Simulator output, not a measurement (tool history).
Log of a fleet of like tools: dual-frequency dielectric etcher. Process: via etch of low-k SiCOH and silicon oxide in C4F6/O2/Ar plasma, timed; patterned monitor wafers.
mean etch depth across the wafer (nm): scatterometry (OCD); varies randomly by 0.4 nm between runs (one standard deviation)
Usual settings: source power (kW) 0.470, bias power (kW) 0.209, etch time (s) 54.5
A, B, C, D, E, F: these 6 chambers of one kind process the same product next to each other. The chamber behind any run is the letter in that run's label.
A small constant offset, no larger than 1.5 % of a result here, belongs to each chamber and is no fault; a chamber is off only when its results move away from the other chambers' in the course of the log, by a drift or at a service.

| run | day | source power (kW) | bias power (kW) | etch time (s) | read-back reference wafer on the same gauge, depth_nm | mean etch depth across the wafer (nm) |
|---|---|---|---|---|---|---|
| 1B | 0.504 | 0.470 | 0.209 | 54.5 | 173.91 | 169.13 |
|  | 0.683 | chamber E: wet clean of the chamber |
| 2C | 0.788 | 0.470 | 0.209 | 54.5 | 173.97 | 168.59 |
| 3D | 1.225 | 0.470 | 0.209 | 54.5 | 173.99 | 170.45 |
|  | 1.562 | chamber E: source power generator calibrated |
| 4F | 1.700 | 0.470 | 0.209 | 54.5 | 174.07 | 171.42 |
| 5E | 2.004 | 0.470 | 0.209 | 54.5 | 173.95 | 169.45 |
| 6A | 2.458 | 0.430 | 0.209 | 61.5 | 173.94 | 186.35 |
| 7C | 2.742 | 0.430 | 0.209 | 61.5 | 173.95 | 182.93 |
|  | 2.900 | chamber C: source power generator calibrated |
| 8E | 3.300 | 0.430 | 0.209 | 61.5 | 174.14 | 184.92 |
| 9F | 3.579 | 0.430 | 0.209 | 61.5 | 174.04 | 187.06 |
|  | 3.817 | chamber D: bias power generator calibrated |
| 10A | 3.879 | 0.430 | 0.209 | 61.5 | 173.87 | 186.11 |
|  | 4.025 | chamber A: wet clean of the chamber |
| 11B | 4.221 | 0.430 | 0.209 | 61.5 | 173.99 | 184.66 |
| 12D | 4.671 | 0.470 | 0.209 | 54.5 | 174.03 | 170.70 |
| 13E | 5.175 | 0.470 | 0.209 | 54.5 | 173.88 | 169.70 |
|  | 5.362 | chamber F: source power generator calibrated |
| 14F | 5.725 | 0.470 | 0.209 | 54.5 | 174.01 | 171.73 |
| 15C | 6.021 | 0.470 | 0.209 | 54.5 | 173.87 | 167.49 |
| 16B | 6.304 | 0.470 | 0.209 | 54.5 | 174.01 | 168.97 |
| 17A | 6.758 | 0.470 | 0.209 | 54.5 | 173.97 | 171.20 |
| 18D | 7.071 | 0.470 | 0.246 | 61.0 | 173.94 | 203.14 |
| 19A | 7.617 | 0.470 | 0.246 | 61.0 | 174.02 | 202.03 |
| 20C | 8.188 | 0.470 | 0.246 | 61.0 | 174.02 | 198.30 |
| 21F | 8.754 | 0.470 | 0.246 | 61.0 | 173.97 | 202.74 |
| 22E | 9.142 | 0.470 | 0.246 | 61.0 | 174.15 | 200.16 |
| 23D | 9.483 | 0.470 | 0.246 | 61.0 | 174.02 | 203.37 |
| 24B | 10.021 | 0.470 | 0.209 | 54.5 | 174.04 | 169.67 |
| 25B | 10.358 | 0.470 | 0.209 | 54.5 | 173.92 | 169.76 |
| 26D | 10.954 | 0.470 | 0.209 | 54.5 | 174.00 | 173.66 |
| 27E | 11.438 | 0.470 | 0.209 | 54.5 | 173.93 | 169.22 |
| 28A | 11.925 | 0.550 | 0.255 | 54.5 | 174.03 | 193.60 |
| 29C | 12.238 | 0.550 | 0.255 | 54.5 | 173.99 | 190.97 |
| 30F | 12.554 | 0.550 | 0.255 | 54.5 | 173.99 | 193.99 |
| 31E | 12.892 | 0.550 | 0.255 | 54.5 | 174.12 | 191.92 |
|  | 13.021 | chamber C: wet clean of the chamber |
| 32F | 13.262 | 0.550 | 0.255 | 54.5 | 174.04 | 195.08 |
| 33C | 13.642 | 0.550 | 0.255 | 54.5 | 174.01 | 190.33 |
| 34A | 13.942 | 0.470 | 0.209 | 54.5 | 173.91 | 170.64 |
| 35B | 14.375 | 0.470 | 0.209 | 54.5 | 174.07 | 169.57 |
| 36D | 14.842 | 0.470 | 0.209 | 54.5 | 174.00 | 174.55 |

Has any chamber moved away from the others, gradually or after a service, or does the common gauge drift, or do the chambers differ only by their own small steady offsets? State the chamber and the most likely cause if one applies.

Little by little, chamber D moves away from the other chambers.
Most likely cause: etch rate over this chamber's usual, % = 2.11.
With only this log, it may be confused with: source power that arrives over what is set, %.

Which of the 4 candidates below, each the usual settings with something changed and its results left as question marks, puts chamber D back in line with what the other chambers give on the usual settings?
Maximum distance from the other chambers' mean on the usual settings for a result to count as in line: mean etch depth across the wafer (nm) 1.40
| 37D-1 | 15.279 | 0.470 | 0.209 | 54.0 |  | ? |
| 37D-2 | 15.279 | 0.470 | 0.208 | 53.0 |  | ? |
| 37D-3 | 15.279 | 0.470 | 0.209 | 56.0 |  | ? |
| 37D-4 | 15.279 | 0.470 | 0.209 | 55.0 |  | ? |

The mean the other chambers reach with the usual settings: mean etch depth across the wafer (nm) 169.97
| run | mean etch depth across the wafer (nm) |
|---|---|
| 37D-1 | 172.97 |
| 37D-2 | 169.51 |
| 37D-3 | 179.38 |
| 37D-4 | 176.17 |
The right change is 37D-2: it brings the chamber back within the allowed miss of the others.
